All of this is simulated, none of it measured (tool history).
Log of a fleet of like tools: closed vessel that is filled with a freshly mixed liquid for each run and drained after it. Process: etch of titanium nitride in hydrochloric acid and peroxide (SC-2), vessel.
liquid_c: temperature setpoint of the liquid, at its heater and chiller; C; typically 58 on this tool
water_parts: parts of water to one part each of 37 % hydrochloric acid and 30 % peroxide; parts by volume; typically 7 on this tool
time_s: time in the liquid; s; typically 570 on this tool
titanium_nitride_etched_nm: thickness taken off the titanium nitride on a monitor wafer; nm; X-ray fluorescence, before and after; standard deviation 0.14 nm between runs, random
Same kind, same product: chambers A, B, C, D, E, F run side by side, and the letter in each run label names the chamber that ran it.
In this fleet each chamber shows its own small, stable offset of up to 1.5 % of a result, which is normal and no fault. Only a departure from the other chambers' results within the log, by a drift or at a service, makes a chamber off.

run   hour  liquid_c  water_parts  time_s  hours since the thermometer was replaced  hours since the chemicals flow meter was replaced  hours since the drum of peroxide was connected  read-back film thickness of the titanium nitride reference wafer, read on the same gauge (nm)  titanium_nitride_etched_nm
 1D   13.0        58            7     570                                      98.3                                              495.4                                          1309.3                                                                                         70.013                      18.318
 2B   23.6        58            7     570                                     675.9                                             1277.9                                            59.1                                                                                         70.011                      18.146
      25.7  -- chamber E: new drum of peroxide connected
 3F   35.5        58            7     570                                     862.8                                              168.7                                            85.6                                                                                         69.984                      18.005
 4A   41.5        58            7     570                                    1455.4                                              491.1                                            48.2                                                                                         70.031                      18.055
 5C   50.1        58            7     570                                     976.3                                               97.7                                           842.5                                                                                         70.031                      17.911
 6E   58.9        58            7     570                                     159.9                                              542.7                                            33.3                                                                                         69.990                      18.163
 7A   71.4        58            7     570                                    1485.3                                              521.0                                            78.1                                                                                         70.048                      18.012
 8F   84.5        67            7     570                                     911.8                                              217.7                                           134.6                                                                                         69.974                      31.099
 9D   94.0        67            7     570                                     179.3                                              576.4                                          1390.3                                                                                         70.000                      32.125
10E  107.4        67            7     570                                     208.4                                              591.2                                            81.8                                                                                         69.967                      31.745
11C  114.4        67            7     570                                    1040.6                                              162.0                                           906.8                                                                                         70.025                      31.735
12B  120.6        67            7     570                                     772.9                                             1374.9                                           156.1                                                                                         70.001                      31.016
13F  128.8        67            7     570                                     956.1                                              262.0                                           178.9                                                                                         69.976                      31.151
14B  138.2        58            7     570                                     790.5                                             1392.5                                           173.7                                                                                         69.993                      17.721
15C  149.3        58            7     570                                    1075.5                                              196.9                                           941.7                                                                                         70.042                      17.883
16A  156.6        58            7     570                                    1570.5                                              606.2                                           163.3                                                                                         70.038                      18.255
17E  163.8        58            7     570                                     264.8                                              647.6                                           138.2                                                                                         69.968                      18.396
     170.2  -- chamber A: thermometer replaced
18D  170.2        58            7     570                                     255.5                                              652.6                                          1466.5                                                                                         70.023                      18.116
19E  182.9        58            7     570                                     283.9                                              666.7                                           157.3                                                                                         69.998                      18.317
20F  194.4        58            7     570                                    1021.7                                              327.6                                           244.5                                                                                         70.011                      18.087
21D  202.7        66            9     570                                     288.0                                              685.1                                          1499.0                                                                                         69.984                      24.491
22B  215.5        66            9     570                                     867.8                                             1469.8                                           251.0                                                                                         69.979                      23.999
23A  221.7        66            9     570                                      51.6                                              671.3                                           228.4                                                                                         69.962                      25.200
24C  234.4        66            9     570                                    1160.6                                              282.0                                          1026.8                                                                                         69.985                      24.034
25D  241.9        66            9     570                                     327.2                                              724.3                                          1538.2                                                                                         70.001                      24.827
26E  251.3        66            9     570                                     352.3                                              735.1                                           225.7                                                                                         69.964                      24.250
27B  260.5        58            7     570                                     912.8                                             1514.8                                           296.0                                                                                         69.994                      17.937
     265.7  -- chamber F: thermometer replaced
28F  271.1        58            7     570                                       5.4                                              404.3                                           321.2                                                                                         69.987                      17.993
     271.3  -- chamber C: thermometer replaced
     273.5  -- chamber D: new drum of peroxide connected
29C  283.2        58            7     570                                      12.0                                              330.8                                          1075.6                                                                                         70.023                      17.971
30A  294.2        58            7     570                                     124.1                                              743.8                                           300.9                                                                                         70.012                      19.334
     303.9  -- chamber B: thermometer replaced
31A  305.3        58            7     570                                     135.2                                              754.9                                           312.0                                                                                         70.061                      19.146
32F  315.0        58            7     570                                      49.3                                              448.2                                           365.1                                                                                         70.017                      17.957
33E  325.6        64            7     570                                     426.6                                              809.4                                           300.0                                                                                         69.945                      26.029
34C  335.1        64            7     570                                      63.9                                              382.7                                          1127.5                                                                                         70.029                      26.074
35D  342.7        64            7     570                                     428.0                                              825.1                                            69.2                                                                                         69.995                      26.668
36B  353.3        64            7     570                                      49.4                                             1607.6                                           388.8                                                                                         70.004                      26.264
37B  364.6        64            7     570                                      60.7                                             1618.9                                           400.1                                                                                         69.983                      26.221

Read the log: is a single chamber off, either drifting away or since a service, is the gauge that measures every chamber drifting, or is nothing wrong beyond small per-chamber offsets? Name any odd chamber and what most likely caused it.

One chamber, A, drifts off from the rest bit by bit.
Likeliest cause: chemicals flow above the setpoint (%) = 11.8.

Below are 4 candidate recipes for chamber A's next run, each the usual settings with a change, their results shown as question marks. Which of them brings A's results back in line with what the other chambers give on the usual settings?
In line here means within this much of the mean the other chambers give on the usual settings: titanium_nitride_etched_nm 0.480 nm
38A-1  374.6        58            7     520                                                                                                                                                                                                                                                                       ?
38A-2  374.6        58            7     590                                                                                                                                                                                                                                                                       ?
38A-3  374.6        58            7     555                                                                                                                                                                                                                                                                       ?
38A-4  374.6        58            7     620                                                                                                                                                                                                                                                                       ?

What the other chambers average on the usual settings: titanium_nitride_etched_nm 18.063 nm
  run  titanium_nitride_etched_nm
38A-1                      17.930
38A-2                      20.344
38A-3                      19.137
38A-4                      21.379
38A-1 brings the chamber back in line.
